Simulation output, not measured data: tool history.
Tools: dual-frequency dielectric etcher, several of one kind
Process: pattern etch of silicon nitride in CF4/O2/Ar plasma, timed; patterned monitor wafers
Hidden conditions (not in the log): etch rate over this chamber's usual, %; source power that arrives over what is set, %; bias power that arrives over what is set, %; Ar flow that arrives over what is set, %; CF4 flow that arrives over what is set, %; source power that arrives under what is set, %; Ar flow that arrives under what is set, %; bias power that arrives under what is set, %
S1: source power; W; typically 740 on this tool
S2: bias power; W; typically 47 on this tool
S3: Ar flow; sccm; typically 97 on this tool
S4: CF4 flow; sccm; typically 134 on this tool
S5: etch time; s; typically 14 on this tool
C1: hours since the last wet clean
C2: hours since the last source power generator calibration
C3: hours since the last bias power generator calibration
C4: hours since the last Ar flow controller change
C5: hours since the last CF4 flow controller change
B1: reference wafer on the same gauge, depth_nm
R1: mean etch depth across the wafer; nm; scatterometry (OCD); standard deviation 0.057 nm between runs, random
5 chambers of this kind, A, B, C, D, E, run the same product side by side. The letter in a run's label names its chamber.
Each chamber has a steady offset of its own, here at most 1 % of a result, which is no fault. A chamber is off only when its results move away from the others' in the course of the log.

{"day": 0.058, "done": "chamber C: wet clean of the chamber"}
{"run": "1D", "day": 0.4, "S1": 740, "S2": 47, "S3": 97, "S4": 134, "S5": 14, "C1": 123.4, "C2": 1550.0, "C3": 281.3, "C4": 31.1, "C5": 797.8, "B1": 34.304, "R1": 38.211}
{"run": "2C", "day": 0.792, "S1": 740, "S2": 47, "S3": 97, "S4": 134, "S5": 14, "C1": 17.6, "C2": 2156.1, "C3": 2851.9, "C4": 486.7, "C5": 2559.2, "B1": 34.302, "R1": 37.886}
{"run": "3E", "day": 1.1, "S1": 740, "S2": 47, "S3": 97, "S4": 134, "S5": 14, "C1": 28.8, "C2": 1453.7, "C3": 1334.4, "C4": 1773.4, "C5": 2318.4, "B1": 34.328, "R1": 38.026}
{"run": "4A", "day": 1.475, "S1": 740, "S2": 47, "S3": 97, "S4": 134, "S5": 14, "C1": 245.2, "C2": 2399.2, "C3": 224.5, "C4": 1480.3, "C5": 528.2, "B1": 34.33, "R1": 38.135}
{"run": "5B", "day": 2.012, "S1": 800, "S2": 47, "S3": 107, "S4": 134, "S5": 14, "C1": 405.8, "C2": 1596.8, "C3": 1783.8, "C4": 200.2, "C5": 3813.7, "B1": 34.326, "R1": 40.644}
{"run": "6C", "day": 2.517, "S1": 800, "S2": 47, "S3": 107, "S4": 134, "S5": 14, "C1": 59.0, "C2": 2197.5, "C3": 2893.3, "C4": 528.1, "C5": 2600.6, "B1": 34.352, "R1": 40.253}
{"run": "7A", "day": 2.796, "S1": 800, "S2": 47, "S3": 107, "S4": 134, "S5": 14, "C1": 276.9, "C2": 2430.9, "C3": 256.2, "C4": 1512.0, "C5": 559.9, "B1": 34.342, "R1": 40.404}
{"run": "8D", "day": 3.221, "S1": 800, "S2": 47, "S3": 107, "S4": 134, "S5": 14, "C1": 191.1, "C2": 1617.7, "C3": 349.0, "C4": 98.8, "C5": 865.5, "B1": 34.326, "R1": 40.419}
{"run": "9B", "day": 3.508, "S1": 800, "S2": 47, "S3": 107, "S4": 134, "S5": 14, "C1": 441.7, "C2": 1632.7, "C3": 1819.7, "C4": 236.1, "C5": 3849.6, "B1": 34.351, "R1": 40.756}
{"run": "10E", "day": 3.871, "S1": 740, "S2": 47, "S3": 97, "S4": 134, "S5": 14, "C1": 95.3, "C2": 1520.2, "C3": 1400.9, "C4": 1839.9, "C5": 2384.9, "B1": 34.359, "R1": 38.05}
{"run": "11C", "day": 4.262, "S1": 740, "S2": 47, "S3": 97, "S4": 134, "S5": 14, "C1": 100.9, "C2": 2239.4, "C3": 2935.2, "C4": 570.0, "C5": 2642.5, "B1": 34.359, "R1": 37.979}
{"run": "12D", "day": 4.9, "S1": 740, "S2": 47, "S3": 97, "S4": 134, "S5": 14, "C1": 231.4, "C2": 1658.0, "C3": 389.3, "C4": 139.1, "C5": 905.8, "B1": 34.366, "R1": 38.206}
{"run": "13A", "day": 5.25, "S1": 740, "S2": 47, "S3": 97, "S4": 134, "S5": 14, "C1": 335.8, "C2": 2489.8, "C3": 315.1, "C4": 1570.9, "C5": 618.8, "B1": 34.367, "R1": 38.227}
{"run": "14B", "day": 5.804, "S1": 740, "S2": 47, "S3": 97, "S4": 134, "S5": 14, "C1": 496.8, "C2": 1687.8, "C3": 1874.8, "C4": 291.2, "C5": 3904.7, "B1": 34.376, "R1": 38.413}
{"run": "15E", "day": 6.229, "S1": 740, "S2": 47, "S3": 97, "S4": 134, "S5": 14, "C1": 151.9, "C2": 1576.8, "C3": 1457.5, "C4": 1896.5, "C5": 2441.5, "B1": 34.392, "R1": 38.194}
{"run": "16E", "day": 6.604, "S1": 740, "S2": 37, "S3": 97, "S4": 134, "S5": 14, "C1": 160.9, "C2": 1585.8, "C3": 1466.5, "C4": 1905.5, "C5": 2450.5, "B1": 34.368, "R1": 35.229}
{"run": "17A", "day": 7.029, "S1": 740, "S2": 37, "S3": 97, "S4": 134, "S5": 14, "C1": 378.5, "C2": 2532.5, "C3": 357.8, "C4": 1613.6, "C5": 661.5, "B1": 34.397, "R1": 35.213}
{"run": "18C", "day": 7.671, "S1": 740, "S2": 37, "S3": 97, "S4": 134, "S5": 14, "C1": 182.7, "C2": 2321.2, "C3": 3017.0, "C4": 651.8, "C5": 2724.3, "B1": 34.393, "R1": 35.202}
{"run": "19B", "day": 8.296, "S1": 740, "S2": 37, "S3": 97, "S4": 134, "S5": 14, "C1": 556.6, "C2": 1747.6, "C3": 1934.6, "C4": 351.0, "C5": 3964.5, "B1": 34.397, "R1": 35.545}
{"day": 8.579, "done": "chamber B: wet clean of the chamber"}
{"run": "20D", "day": 8.692, "S1": 740, "S2": 37, "S3": 97, "S4": 134, "S5": 14, "C1": 322.4, "C2": 1749.0, "C3": 480.3, "C4": 230.1, "C5": 996.8, "B1": 34.403, "R1": 35.274}
{"run": "21E", "day": 9.246, "S1": 740, "S2": 47, "S3": 97, "S4": 134, "S5": 14, "C1": 224.3, "C2": 1649.2, "C3": 1529.9, "C4": 1968.9, "C5": 2513.9, "B1": 34.415, "R1": 38.237}
{"run": "22C", "day": 9.688, "S1": 740, "S2": 47, "S3": 97, "S4": 134, "S5": 14, "C1": 231.1, "C2": 2369.6, "C3": 3065.4, "C4": 700.2, "C5": 2772.7, "B1": 34.43, "R1": 38.122}
{"day": 10.233, "done": "chamber A: Ar flow controller replaced"}
{"day": 10.262, "done": "chamber A: wet clean of the chamber"}
{"run": "23B", "day": 10.329, "S1": 740, "S2": 47, "S3": 97, "S4": 134, "S5": 14, "C1": 42.0, "C2": 1796.4, "C3": 1983.4, "C4": 399.8, "C5": 4013.3, "B1": 34.446, "R1": 38.566}
{"run": "24D", "day": 10.962, "S1": 740, "S2": 47, "S3": 97, "S4": 134, "S5": 14, "C1": 376.9, "C2": 1803.5, "C3": 534.8, "C4": 284.6, "C5": 1051.3, "B1": 34.436, "R1": 38.373}
{"run": "25A", "day": 11.596, "S1": 740, "S2": 47, "S3": 97, "S4": 134, "S5": 14, "C1": 32.0, "C2": 2642.1, "C3": 467.4, "C4": 32.8, "C5": 771.1, "B1": 34.46, "R1": 38.248}
{"run": "26B", "day": 12.171, "S1": 740, "S2": 47, "S3": 97, "S4": 134, "S5": 14, "C1": 86.2, "C2": 1840.6, "C3": 2027.6, "C4": 444.0, "C5": 4057.5, "B1": 34.474, "R1": 38.572}
{"run": "27E", "day": 12.617, "S1": 740, "S2": 47, "S3": 97, "S4": 134, "S5": 14, "C1": 305.2, "C2": 1730.1, "C3": 1610.8, "C4": 2049.8, "C5": 2594.8, "B1": 34.449, "R1": 38.348}
{"run": "28C", "day": 13.146, "S1": 740, "S2": 47, "S3": 97, "S4": 134, "S5": 14, "C1": 314.1, "C2": 2452.6, "C3": 3148.4, "C4": 783.2, "C5": 2855.7, "B1": 34.47, "R1": 38.181}
{"run": "29D", "day": 13.712, "S1": 740, "S2": 47, "S3": 97, "S4": 134, "S5": 14, "C1": 442.9, "C2": 1869.5, "C3": 600.8, "C4": 350.6, "C5": 1117.3, "B1": 34.478, "R1": 38.329}
{"run": "30A", "day": 14.171, "S1": 740, "S2": 47, "S3": 97, "S4": 134, "S5": 14, "C1": 93.8, "C2": 2703.9, "C3": 529.2, "C4": 94.6, "C5": 832.9, "B1": 34.472, "R1": 38.234}
{"day": 14.367, "done": "chamber E: wet clean of the chamber"}
{"run": "31A", "day": 14.575, "S1": 740, "S2": 47, "S3": 97, "S4": 134, "S5": 14, "C1": 103.5, "C2": 2713.6, "C3": 538.9, "C4": 104.3, "C5": 842.6, "B1": 34.492, "R1": 38.371}
{"run": "32C", "day": 14.925, "S1": 740, "S2": 47, "S3": 97, "S4": 134, "S5": 14, "C1": 356.8, "C2": 2495.3, "C3": 3191.1, "C4": 825.9, "C5": 2898.4, "B1": 34.489, "R1": 38.137}
{"run": "33B", "day": 15.212, "S1": 740, "S2": 47, "S3": 97, "S4": 134, "S5": 14, "C1": 159.2, "C2": 1913.6, "C3": 2100.6, "C4": 517.0, "C5": 4130.5, "B1": 34.497, "R1": 38.611}
{"run": "34E", "day": 15.783, "S1": 860, "S2": 47, "S3": 97, "S4": 134, "S5": 14, "C1": 34.1, "C2": 1806.1, "C3": 1686.8, "C4": 2125.8, "C5": 2670.8, "B1": 34.506, "R1": 43.699}

Each of the 5 chambers runs these same settings next. Fill in every chamber's results:
{"run": "35A", "day": 16.242, "S1": 740, "S2": 43, "S3": 97, "S4": 134, "S5": 14, "R1": "?"}
{"run": "35B", "day": 16.242, "S1": 740, "S2": 43, "S3": 97, "S4": 134, "S5": 14, "R1": "?"}
{"run": "35C", "day": 16.242, "S1": 740, "S2": 43, "S3": 97, "S4": 134, "S5": 14, "R1": "?"}
{"run": "35D", "day": 16.242, "S1": 740, "S2": 43, "S3": 97, "S4": 134, "S5": 14, "R1": "?"}
{"run": "35E", "day": 16.242, "S1": 740, "S2": 43, "S3": 97, "S4": 134, "S5": 14, "R1": "?"}

run=35A R1=37.295
run=35B R1=37.571
run=35C R1=37.099
run=35D R1=37.289
run=35E R1=37.163
